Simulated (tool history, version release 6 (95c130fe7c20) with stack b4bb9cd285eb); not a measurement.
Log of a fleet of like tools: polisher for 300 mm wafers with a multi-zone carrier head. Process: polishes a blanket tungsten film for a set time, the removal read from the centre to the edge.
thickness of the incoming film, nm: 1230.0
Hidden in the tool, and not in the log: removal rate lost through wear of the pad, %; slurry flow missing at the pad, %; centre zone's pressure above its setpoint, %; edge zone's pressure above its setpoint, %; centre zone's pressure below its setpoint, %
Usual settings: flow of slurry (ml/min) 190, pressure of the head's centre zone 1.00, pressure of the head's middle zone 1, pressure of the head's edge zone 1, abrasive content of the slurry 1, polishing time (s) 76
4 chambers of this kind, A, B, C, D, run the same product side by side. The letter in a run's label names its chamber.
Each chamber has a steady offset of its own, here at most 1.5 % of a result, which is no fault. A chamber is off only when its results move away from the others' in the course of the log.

run,hour,flow of slurry (ml/min),pressure of the head's centre zone,pressure of the head's middle zone,pressure of the head's edge zone,abrasive content of the slurry,polishing time (s),wafers polished on this pad,hours since the slurry nozzle was cleaned,hours since the centre zone pressure was calibrated,hours since the edge zone pressure was calibrated,film removed at the wafer's centre (nm),film removed at mid-radius (nm),film removed at the wafer's edge (nm)
# hour 1.0: chamber A: edge zone pressure recalibrated
1C,9.0,190,1.00,1,1,1,76,265,117.9,184.6,465.8,443.73,443.74,446.10
2A,16.5,190,1.00,1,1,1,76,383,78.7,225.0,15.6,452.02,452.42,454.05
3D,28.5,190,1.00,1,1,1,76,845,418.4,122.1,340.7,450.41,455.46,444.10
4B,34.7,190,1.00,1,1,1,76,587,256.8,344.4,199.7,444.49,449.48,446.85
# hour 35.9: chamber B: worn pad replaced by a new one
5A,40.9,190,1.00,1,1,1,76,572,103.1,249.4,40.0,447.39,456.85,454.16
6B,49.1,165,0.92,1,1,1,76,102,271.2,358.8,214.1,392.73,443.66,438.19
7D,54.7,165,0.92,1,1,1,76,1048,444.6,148.3,366.9,403.74,441.52,439.82
# hour 63.1: chamber C: worn pad replaced by a new one
8C,65.3,165,0.92,1,1,1,76,17,174.2,240.9,522.1,388.08,432.00,444.79
# hour 70.8: chamber A: centre zone pressure recalibrated
9C,71.8,165,0.92,1,1,1,76,67,180.7,247.4,528.6,397.33,433.76,442.27
10A,79.1,190,1.00,1,1,1,58,867,141.3,8.4,78.2,346.49,346.58,344.01
11D,87.8,190,1.00,1,1,1,58,1304,477.7,181.4,400.0,343.88,344.09,346.52
# hour 89.6: chamber C: slurry nozzle cleaned
# hour 96.1: chamber D: worn pad replaced by a new one
12B,100.3,190,1.00,1,1,1,58,498,322.4,410.0,265.3,350.19,348.05,342.83
# hour 112.9: chamber B: worn pad replaced by a new one
13D,113.2,190,1.00,1,1,1,58,132,503.1,206.8,425.4,339.54,346.49,341.78
14C,126.3,190,1.00,1,1,1,76,489,36.8,301.9,583.1,446.89,443.66,451.73
# hour 128.8: chamber B: centre zone pressure recalibrated
15A,134.8,190,1.00,1,1,1,76,1298,197.0,64.1,133.9,449.89,451.64,456.11
# hour 139.1: chamber A: worn pad replaced by a new one
16B,147.2,190,1.00,1,1,1,76,265,369.3,18.4,312.2,390.27,449.25,447.11
# hour 149.2: chamber C: worn pad replaced by a new one
17C,160.2,190,1.00,1,1,1,76,85,70.7,335.8,617.0,428.08,446.84,456.79
18A,166.7,190,1.00,1,1,1,76,213,228.9,96.0,165.8,458.17,451.79,453.42
19D,177.0,190,0.88,1,1,1,57,625,566.9,270.6,489.2,292.17,340.72,338.32
# hour 178.3: chamber B: worn pad replaced by a new one
20B,189.1,190,0.88,1,1,1,57,83,411.2,60.3,354.1,266.24,336.66,334.78
21A,198.8,190,0.88,1,1,1,57,462,261.0,128.1,197.9,286.99,344.99,339.36
# hour 200.6: chamber D: slurry nozzle cleaned
22D,204.5,190,0.88,1,1,1,57,838,3.9,298.1,516.7,282.18,338.11,337.73
23C,214.4,190,1.00,1,1,1,76,504,124.9,390.0,671.2,442.32,444.76,458.64
24B,227.2,190,1.00,1,1,1,76,378,449.3,98.4,392.2,392.74,449.44,453.44
25A,236.2,190,1.00,1,1,1,76,751,298.4,165.5,235.3,433.92,445.16,455.54
# hour 236.9: chamber C: worn pad replaced by a new one
# hour 239.1: chamber B: worn pad replaced by a new one
26B,242.5,190,1.00,1,1,1,76,26,464.6,113.7,407.5,399.68,446.44,443.96
# hour 248.6: chamber D: worn pad replaced by a new one
27C,249.9,190,1.00,1,1,1,76,100,160.4,425.5,706.7,443.93,444.71,454.49
28D,261.3,190,1.00,1,1,1,76,98,60.7,354.9,573.5,434.34,449.54,453.65
29D,270.9,190,1.00,1,1,1,76,173,70.3,364.5,583.1,449.81,448.48,450.74
# hour 271.7: chamber A: slurry nozzle cleaned
30A,281.4,190,1.00,1,1,1,76,1101,9.7,210.7,280.5,450.26,453.66,455.90
# hour 289.2: chamber C: slurry nozzle cleaned
31B,291.8,190,1.00,1,1,1,76,407,513.9,163.0,456.8,390.57,450.66,448.90
# hour 302.0: chamber B: worn pad replaced by a new one
32C,304.4,190,1.00,1,1,1,76,522,15.3,480.0,761.2,455.73,450.63,455.85
33D,314.3,190,1.00,1,1,1,76,508,113.7,407.9,626.5,453.68,452.90,448.42
34B,322.1,190,1.00,1,1,1,76,156,544.2,193.3,487.1,400.45,450.91,443.25

Is one chamber off against the others, does the gauge drift, or is nothing wrong? If a chamber is off, say which, and what the likeliest cause is.

A service left chamber B off against the others.
Cause: centre zone's pressure below its setpoint, % = 10.9.

Here are 4 candidates for chamber B's next run, each the usual settings with a change, their results left as question marks. Which one brings its results back in line with what the others give on the usual settings?
In line means no further than this from the other chambers' mean on the usual settings: film removed at the wafer's centre (nm) 22.00; film removed at mid-radius (nm) 11.00; film removed at the wafer's edge (nm) 12.00
35B-1,331.5,180,0.83,1.06,1.05,1,73,,,,,?,?,?
35B-2,331.5,185,0.92,1.03,1.02,1,74,,,,,?,?,?
35B-3,331.5,195,1.08,0.97,0.98,1,78,,,,,?,?,?
35B-4,331.5,205,1.17,0.93,0.94,1,80,,,,,?,?,?

The other chambers' mean on the usual settings: film removed at the wafer's centre (nm) 448.43; film removed at mid-radius (nm) 450.51; film removed at the wafer's edge (nm) 452.05
run,film removed at the wafer's centre (nm),film removed at mid-radius (nm),film removed at the wafer's edge (nm)
35B-1,305.30,450.55,435.92
35B-2,349.35,446.36,436.65
35B-3,444.00,448.13,453.69
35B-4,501.15,445.02,458.09
35B-3 brings the chamber back in line.
